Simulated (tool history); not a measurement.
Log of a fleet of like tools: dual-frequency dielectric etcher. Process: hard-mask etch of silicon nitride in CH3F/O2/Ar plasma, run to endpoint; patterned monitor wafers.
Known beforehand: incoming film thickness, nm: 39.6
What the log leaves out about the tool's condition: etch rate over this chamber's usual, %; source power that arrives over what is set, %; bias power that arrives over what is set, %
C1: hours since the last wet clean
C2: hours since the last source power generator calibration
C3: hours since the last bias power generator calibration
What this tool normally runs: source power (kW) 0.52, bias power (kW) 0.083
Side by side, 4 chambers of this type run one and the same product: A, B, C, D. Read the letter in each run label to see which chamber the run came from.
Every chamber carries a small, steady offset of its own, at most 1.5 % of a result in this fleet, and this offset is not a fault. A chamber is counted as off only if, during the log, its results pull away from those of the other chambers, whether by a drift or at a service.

Run 1C, hour 5.1: usual settings; C1 265.5; C2 1456.6; C3 1018.5. Result: endpoint time (s) 49.343.
At hour 6.6: chamber A: wet clean of the chamber.
Run 2D, hour 10.5: usual settings; C1 102.6; C2 1484.9; C3 4199.7. Result: endpoint time (s) 49.169.
Run 3A, hour 16: usual settings; C1 9.5; C2 1889.2; C3 2850.7. Result: endpoint time (s) 49.435.
Run 4B, hour 19.4: usual settings; C1 476; C2 694; C3 1663.1. Result: endpoint time (s) 49.239.
Run 5A, hour 21.9: usual settings but source power (kW) 0.42; C1 15.4; C2 1895.1; C3 2856.6. Result: endpoint time (s) 53.58.
Run 6D, hour 25.1: usual settings but source power (kW) 0.42; C1 117.2; C2 1499.5; C3 4214.3. Result: endpoint time (s) 53.689.
Run 7C, hour 27.6: usual settings but source power (kW) 0.42; C1 288; C2 1479.1; C3 1041. Result: endpoint time (s) 53.107.
Run 8B, hour 31.6: usual settings but source power (kW) 0.42; C1 488.2; C2 706.2; C3 1675.3. Result: endpoint time (s) 52.885.
Run 9C, hour 36.3: usual settings but source power (kW) 0.44, bias power (kW) 0.064; C1 296.7; C2 1487.8; C3 1049.7. Result: endpoint time (s) 57.535.
Run 10D, hour 39.2: usual settings but source power (kW) 0.44, bias power (kW) 0.064; C1 131.3; C2 1513.6; C3 4228.4. Result: endpoint time (s) 57.209.
Run 11A, hour 42.6: usual settings but source power (kW) 0.44, bias power (kW) 0.064; C1 36.1; C2 1915.8; C3 2877.3. Result: endpoint time (s) 57.53.
Run 12B, hour 47.9: usual settings but source power (kW) 0.44, bias power (kW) 0.064; C1 504.5; C2 722.5; C3 1691.6. Result: endpoint time (s) 56.062.
Run 13B, hour 51.3: usual settings; C1 507.9; C2 725.9; C3 1695. Result: endpoint time (s) 48.784.
Run 14A, hour 54.4: usual settings; C1 47.9; C2 1927.6; C3 2889.1. Result: endpoint time (s) 49.582.
Run 15D, hour 59: usual settings but source power (kW) 0.39, bias power (kW) 0.069; C1 151.1; C2 1533.4; C3 4248.2. Result: endpoint time (s) 58.409.
Run 16C, hour 63.3: usual settings but source power (kW) 0.39, bias power (kW) 0.069; C1 323.7; C2 1514.8; C3 1076.7. Result: endpoint time (s) 58.743.
Run 17C, hour 68.7: usual settings but source power (kW) 0.39, bias power (kW) 0.069; C1 329.1; C2 1520.2; C3 1082.1. Result: endpoint time (s) 58.375.
Run 18A, hour 73.1: usual settings but source power (kW) 0.39, bias power (kW) 0.069; C1 66.6; C2 1946.3; C3 2907.8. Result: endpoint time (s) 58.34.
At hour 75.4: chamber B: wet clean of the chamber.
Run 19D, hour 77.7: usual settings; C1 169.8; C2 1552.1; C3 4266.9. Result: endpoint time (s) 48.824.
Run 20B, hour 81.9: usual settings; C1 6.6; C2 756.5; C3 1725.6. Result: endpoint time (s) 49.608.
Run 21A, hour 85.8: usual settings but source power (kW) 0.62, bias power (kW) 0.075; C1 79.3; C2 1959; C3 2920.5. Result: endpoint time (s) 48.108.
Run 22C, hour 91: usual settings but source power (kW) 0.62, bias power (kW) 0.075; C1 351.4; C2 1542.5; C3 1104.4. Result: endpoint time (s) 47.816.
Run 23D, hour 96.6: usual settings but source power (kW) 0.62, bias power (kW) 0.075; C1 188.7; C2 1571; C3 4285.8. Result: endpoint time (s) 47.433.
Run 24B, hour 99: usual settings but source power (kW) 0.62, bias power (kW) 0.075; C1 23.7; C2 773.6; C3 1742.7. Result: endpoint time (s) 46.809.
Run 25B, hour 103: usual settings; C1 27.7; C2 777.6; C3 1746.7. Result: endpoint time (s) 48.219.
Run 26C, hour 107.5: usual settings; C1 367.9; C2 1559; C3 1120.9. Result: endpoint time (s) 49.259.
Run 27A, hour 112.4: usual settings; C1 105.9; C2 1985.6; C3 2947.1. Result: endpoint time (s) 49.191.
Run 28D, hour 116.6: usual settings; C1 208.7; C2 1591; C3 4305.8. Result: endpoint time (s) 49.615.
Run 29B, hour 121.4: usual settings; C1 46.1; C2 796; C3 1765.1. Result: endpoint time (s) 48.157.
Run 30D, hour 126.1: usual settings; C1 218.2; C2 1600.5; C3 4315.3. Result: endpoint time (s) 49.044.
Run 31A, hour 130.6: usual settings; C1 124.1; C2 2003.8; C3 2965.3. Result: endpoint time (s) 49.767.
At hour 133.9: chamber C: wet clean of the chamber.
Run 32C, hour 135.1: usual settings but source power (kW) 0.4, bias power (kW) 0.065; C1 1.2; C2 1586.6; C3 1148.5. Result: endpoint time (s) 58.872.

Decide between three cases: one chamber stands off from its peers, the gauge reading all wafers drifts, or nothing is wrong past each chamber's small offset. Where a chamber is off, say which and what most likely put it there.

No chamber is off and the gauge is stable; the differences are just each chamber's small, constant offset.
